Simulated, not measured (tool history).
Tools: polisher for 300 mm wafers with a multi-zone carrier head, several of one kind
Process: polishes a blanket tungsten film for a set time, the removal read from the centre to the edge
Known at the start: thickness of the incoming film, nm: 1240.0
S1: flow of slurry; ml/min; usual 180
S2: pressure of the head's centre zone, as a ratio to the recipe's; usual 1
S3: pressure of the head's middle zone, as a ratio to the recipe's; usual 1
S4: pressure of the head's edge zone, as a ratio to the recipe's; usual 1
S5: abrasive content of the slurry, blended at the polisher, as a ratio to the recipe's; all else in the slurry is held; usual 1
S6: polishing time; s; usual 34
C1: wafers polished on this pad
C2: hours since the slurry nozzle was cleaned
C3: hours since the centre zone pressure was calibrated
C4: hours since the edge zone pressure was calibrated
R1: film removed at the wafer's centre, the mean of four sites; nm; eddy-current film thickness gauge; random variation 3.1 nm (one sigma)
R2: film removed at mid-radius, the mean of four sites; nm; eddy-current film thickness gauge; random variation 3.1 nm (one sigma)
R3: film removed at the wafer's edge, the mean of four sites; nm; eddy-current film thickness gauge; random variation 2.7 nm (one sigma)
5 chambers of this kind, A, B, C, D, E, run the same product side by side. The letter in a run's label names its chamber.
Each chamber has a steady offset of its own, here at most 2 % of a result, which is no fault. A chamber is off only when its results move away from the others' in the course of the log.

run   hour   S1    S2    S3  S4  S5  S6    C1     C2      C3      C4      R1      R2      R3
 1D    8.1  180     1     1   1   1  34   814   87.3     759    64.8  215.52  221.06  223.41
 2E   21.1  180     1     1   1   1  34  1003  186.5     665      98  224.11  224.94   216.6
      31.9  -- chamber E: worn pad replaced by a new one
 3B   33.2  180     1     1   1   1  34  1147  275.4   905.8     975   228.1  222.28  223.19
      33.9  -- chamber D: worn pad replaced by a new one
 4C   42.2  180     1     1   1   1  34  1178  318.2   353.6   395.3  219.54  218.46  221.85
      47.5  -- chamber C: worn pad replaced by a new one
      53.7  -- chamber B: worn pad replaced by a new one
 5A   54.8  180   0.9     1   1   1  34  1356  156.1     611   613.9  205.31  232.65  226.87
      56.1  -- chamber A: worn pad replaced by a new one
 6C   69.3  180   0.9     1   1   1  34   365  345.3   380.7   422.4  200.44  213.67  222.51
 7E   80.1  180   0.9     1   1   1  34   806  245.5     724     157   195.1  227.57  220.48
 8B   89.5  180   0.9     1   1   1  34   599  331.7   962.1  1031.3  207.67  228.06  221.61
 9A     99  180   0.9     1   1   1  34   718  200.3   655.2   658.1   199.3  226.98     225
     105.6  -- chamber D: worn pad replaced by a new one
10D  108.8  180     1     1   1   1  34    53    188   859.7   165.5  226.45  221.21  223.92
11B  118.9  180     1     1   1   1  34  1090  361.1   991.5  1060.7  221.15   221.5  224.73
       120  -- chamber E: worn pad replaced by a new one
     124.4  -- chamber C: worn pad replaced by a new one
12E  127.8  180     1     1   1   1  34   130  293.2   771.7   204.7  219.52   227.4  225.24
     138.6  -- chamber B: worn pad replaced by a new one
13A  139.9  180     1     1   1   1  34  1401  241.2   696.1     699  218.82  220.85  226.51
     141.6  -- chamber A: edge zone pressure recalibrated
     143.4  -- chamber A: worn pad replaced by a new one
     144.3  -- chamber B: edge zone pressure recalibrated
14D  147.9  180     1     1   1   1  34   707  227.1   898.8   204.6  219.47  225.57  223.88
     149.8  -- chamber B: slurry nozzle cleaned
15C    157  180  1.11     1   1   1  34   545    433   468.4   510.1  254.92  224.01  220.18
16B  164.9  180  1.11     1   1   1  34   440   15.2  1037.5    20.6  257.73  229.02  226.31
     166.3  -- chamber A: centre zone pressure recalibrated
17D  180.5  180  1.11     1   1   1  34  1251  259.7   931.4   237.2  252.49  228.23   226.1
18C  189.1  180  1.11     1   1   1  34  1081  465.1   500.5   542.2  252.64  215.64  217.04
     191.8  -- chamber D: worn pad replaced by a new one
     195.8  -- chamber D: slurry nozzle cleaned
19E  199.1  180  1.11     1   1   1  34  1322  364.5     843     276  247.29  220.88  224.35
     199.9  -- chamber E: worn pad replaced by a new one
20A    206  180     1     1   1   1  34  1046  307.3    39.7    64.5  226.98  223.56  230.22
     215.6  -- chamber A: worn pad replaced by a new one
     215.7  -- chamber C: worn pad replaced by a new one
21B  217.6  180     1     1   1   1  34  1321   67.9  1090.2    73.3  222.97  221.49  220.31
22D  226.8  180     1     1   1   1  34   585     31   977.7   283.5  224.26  221.34  224.79
     228.8  -- chamber A: slurry nozzle cleaned
     234.6  -- chamber B: centre zone pressure recalibrated
     235.5  -- chamber B: worn pad replaced by a new one
23E  235.7  180     1     1   1   1  34   598  401.1   879.6   312.6  223.82  228.24  220.04
24C  251.1  180     1     1   1   1  34   593  527.1   562.5   604.2   220.2  220.15  217.67
25A    265  180     1     1   1   1  34   826   36.2    98.7   123.5  224.44  223.44  226.87
     275.4  -- chamber C: slurry nozzle cleaned
26D  278.6  180     1     1   1   1  34  1451   82.8  1029.5   335.3  220.35  224.48  224.57
     282.6  -- chamber D: worn pad replaced by a new one
     286.3  -- chamber E: worn pad replaced by a new one
     290.9  -- chamber C: edge zone pressure recalibrated
27E  292.3  180     1     1   1   1  34   100  457.7   936.2   369.2  215.35   221.7  222.13
     299.3  -- chamber A: worn pad replaced by a new one
     301.9  -- chamber C: worn pad replaced by a new one
28A  306.2  180     1     1   1   1  34   115   77.4   139.9   164.7  223.26  228.29   229.6
29C  316.2  180     1  0.96   1   1  23   239   40.8   627.6    25.4  148.87  145.98  147.59
     324.3  -- chamber B: worn pad replaced by a new one
30B  326.4  180     1  0.96   1   1  23    36  176.7    91.8   182.1  149.79  147.37  152.69
     326.9  -- chamber D: edge zone pressure recalibrated
     332.9  -- chamber E: edge zone pressure recalibrated
31E  338.5  180     1  0.96   1   1  23   872  503.9   982.4     5.7  152.89  145.65  147.94
32B  352.3  180     1  0.96   1   1  23   469  202.6   117.7     208  152.76  147.38  153.29
33D  364.9  180     1  0.96   1   1  23  1376  169.1  1115.8      38  152.65   143.3  152.14
34A  379.8  180     1     1   1   1  34  1345    151   213.5   238.3  219.62  227.12  224.08
     385.5  -- chamber C: worn pad replaced by a new one
35C  390.4  180     1     1   1   1  34    83    115   701.8    99.6  222.65  218.92  215.77
36C    404  180     1     1   1   1  34   310  128.6   715.4   113.2  220.43  220.18  221.65

Is one chamber off against the others, does the gauge drift, or is nothing wrong? If a chamber is off, say which, and what the likeliest cause is.

No chamber stands off beyond its own small offset, and the gauge holds steady.

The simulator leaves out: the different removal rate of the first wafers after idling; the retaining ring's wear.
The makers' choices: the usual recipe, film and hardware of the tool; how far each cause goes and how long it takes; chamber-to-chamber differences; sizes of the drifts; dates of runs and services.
